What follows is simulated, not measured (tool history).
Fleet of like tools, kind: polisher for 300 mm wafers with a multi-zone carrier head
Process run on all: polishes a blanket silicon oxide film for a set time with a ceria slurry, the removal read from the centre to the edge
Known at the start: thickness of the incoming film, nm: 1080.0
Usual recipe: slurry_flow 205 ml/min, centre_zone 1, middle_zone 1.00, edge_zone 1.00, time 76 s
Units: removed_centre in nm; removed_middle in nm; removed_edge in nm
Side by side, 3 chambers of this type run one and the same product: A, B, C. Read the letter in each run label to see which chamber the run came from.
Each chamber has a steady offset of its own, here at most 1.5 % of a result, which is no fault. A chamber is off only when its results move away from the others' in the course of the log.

| run | hour | slurry_flow | centre_zone | middle_zone | edge_zone | time | removed_centre | removed_middle | removed_edge |
|---|---|---|---|---|---|---|---|---|---|
| 1A | 6.4 | 205 | 1 | 1.00 | 1.00 | 76 | 361.04 | 375.29 | 368.75 |
|  | 8.5 | chamber A: worn pad replaced by a new one |
| 2C | 12.9 | 205 | 1 | 1.00 | 1.00 | 76 | 377.30 | 380.75 | 371.34 |
| 3B | 22.2 | 205 | 1 | 1.00 | 1.00 | 76 | 378.89 | 378.33 | 365.66 |
|  | 25.7 | chamber C: edge zone pressure recalibrated |
| 4C | 28.3 | 205 | 1 | 1.00 | 1.00 | 76 | 377.73 | 380.43 | 367.38 |
| 5A | 36.9 | 205 | 1 | 1.00 | 1.00 | 76 | 368.02 | 374.55 | 373.07 |
| 6B | 46.5 | 205 | 1 | 1.00 | 1.00 | 76 | 378.12 | 377.09 | 370.48 |
| 7B | 55.9 | 205 | 1 | 1.00 | 1.00 | 76 | 374.36 | 376.33 | 373.91 |
| 8C | 65.4 | 265 | 1 | 0.89 | 1.00 | 76 | 394.12 | 345.43 | 390.34 |
| 9A | 70.5 | 265 | 1 | 0.89 | 1.00 | 76 | 382.33 | 342.87 | 383.86 |
| 10A | 76.8 | 265 | 1 | 0.89 | 1.00 | 76 | 388.67 | 355.34 | 386.23 |
|  | 82.0 | chamber C: slurry nozzle cleaned |
| 11B | 82.2 | 205 | 1 | 1.00 | 1.00 | 76 | 377.38 | 379.23 | 362.92 |
| 12C | 87.6 | 205 | 1 | 1.00 | 1.05 | 52 | 254.26 | 258.54 | 256.80 |
|  | 91.5 | chamber C: worn pad replaced by a new one |
| 13C | 93.4 | 205 | 1 | 1.00 | 1.05 | 52 | 255.16 | 255.11 | 265.58 |
| 14B | 103.7 | 205 | 1 | 1.00 | 1.05 | 52 | 255.29 | 254.95 | 258.98 |
|  | 107.9 | chamber B: edge zone pressure recalibrated |
|  | 108.8 | chamber C: centre zone pressure recalibrated |
| 15A | 111.1 | 205 | 1 | 1.08 | 1.00 | 91 | 446.51 | 477.46 | 442.14 |
| 16A | 119.7 | 205 | 1 | 1.08 | 1.00 | 91 | 438.26 | 480.88 | 460.89 |
| 17B | 129.8 | 205 | 1 | 1.08 | 1.00 | 91 | 449.59 | 478.19 | 437.73 |
| 18C | 140.0 | 225 | 1 | 1.00 | 1.00 | 76 | 385.82 | 370.04 | 378.92 |
| 19C | 146.0 | 225 | 1 | 1.00 | 1.00 | 76 | 397.84 | 380.87 | 382.67 |
| 20B | 154.7 | 225 | 1 | 1.00 | 1.00 | 76 | 380.06 | 384.32 | 375.58 |
|  | 155.7 | chamber A: centre zone pressure recalibrated |
|  | 158.0 | chamber B: worn pad replaced by a new one |
| 21A | 164.8 | 205 | 1 | 1.00 | 1.00 | 76 | 368.63 | 366.64 | 370.09 |
| 22B | 170.4 | 205 | 1 | 1.00 | 1.00 | 76 | 376.99 | 374.92 | 378.74 |
| 23A | 176.6 | 205 | 1 | 1.00 | 1.00 | 76 | 363.57 | 364.99 | 371.03 |
| 24C | 182.7 | 205 | 1 | 1.11 | 1.00 | 76 | 378.20 | 420.03 | 374.13 |
| 25A | 189.8 | 205 | 1 | 1.11 | 1.00 | 76 | 359.67 | 402.85 | 365.61 |
| 26C | 199.8 | 205 | 1 | 1.11 | 1.00 | 76 | 380.38 | 414.47 | 380.79 |
| 27B | 208.2 | 205 | 1 | 1.00 | 1.00 | 76 | 380.46 | 367.60 | 363.84 |
|  | 210.0 | chamber B: slurry nozzle cleaned |
|  | 212.1 | chamber A: worn pad replaced by a new one |
| 28A | 215.5 | 205 | 1 | 1.00 | 1.00 | 76 | 358.48 | 356.76 | 361.21 |
| 29C | 222.0 | 205 | 1 | 1.00 | 1.00 | 76 | 377.19 | 376.98 | 369.82 |
|  | 226.9 | chamber C: worn pad replaced by a new one |
| 30B | 228.9 | 205 | 1 | 1.00 | 1.00 | 76 | 374.52 | 372.54 | 373.53 |
| 31C | 237.8 | 205 | 1 | 1.00 | 1.00 | 76 | 372.53 | 374.75 | 371.18 |
| 32A | 247.1 | 205 | 1 | 1.00 | 1.04 | 76 | 352.00 | 353.52 | 366.52 |
| 33B | 253.3 | 205 | 1 | 1.00 | 1.04 | 76 | 382.17 | 375.80 | 380.02 |
| 34C | 260.3 | 205 | 1 | 1.00 | 1.04 | 76 | 381.22 | 374.67 | 384.82 |
| 35B | 269.2 | 205 | 1 | 1.00 | 1.00 | 76 | 367.67 | 369.45 | 376.58 |
| 36A | 278.3 | 205 | 1 | 1.00 | 1.00 | 76 | 330.14 | 342.08 | 356.02 |

Predict what each chamber gives when all 3 of them run the settings below next.
| 37A | 286.0 | 205 | 1 | 1.00 | 1.00 | 76 | ? | ? | ? |
| 37B | 286.0 | 205 | 1 | 1.00 | 1.00 | 76 | ? | ? | ? |
| 37C | 286.0 | 205 | 1 | 1.00 | 1.00 | 76 | ? | ? | ? |

| run | removed_centre | removed_middle | removed_edge |
|---|---|---|---|
| 37A | 335.41 | 340.14 | 351.50 |
| 37B | 380.48 | 366.22 | 373.80 |
| 37C | 383.88 | 378.59 | 381.30 |
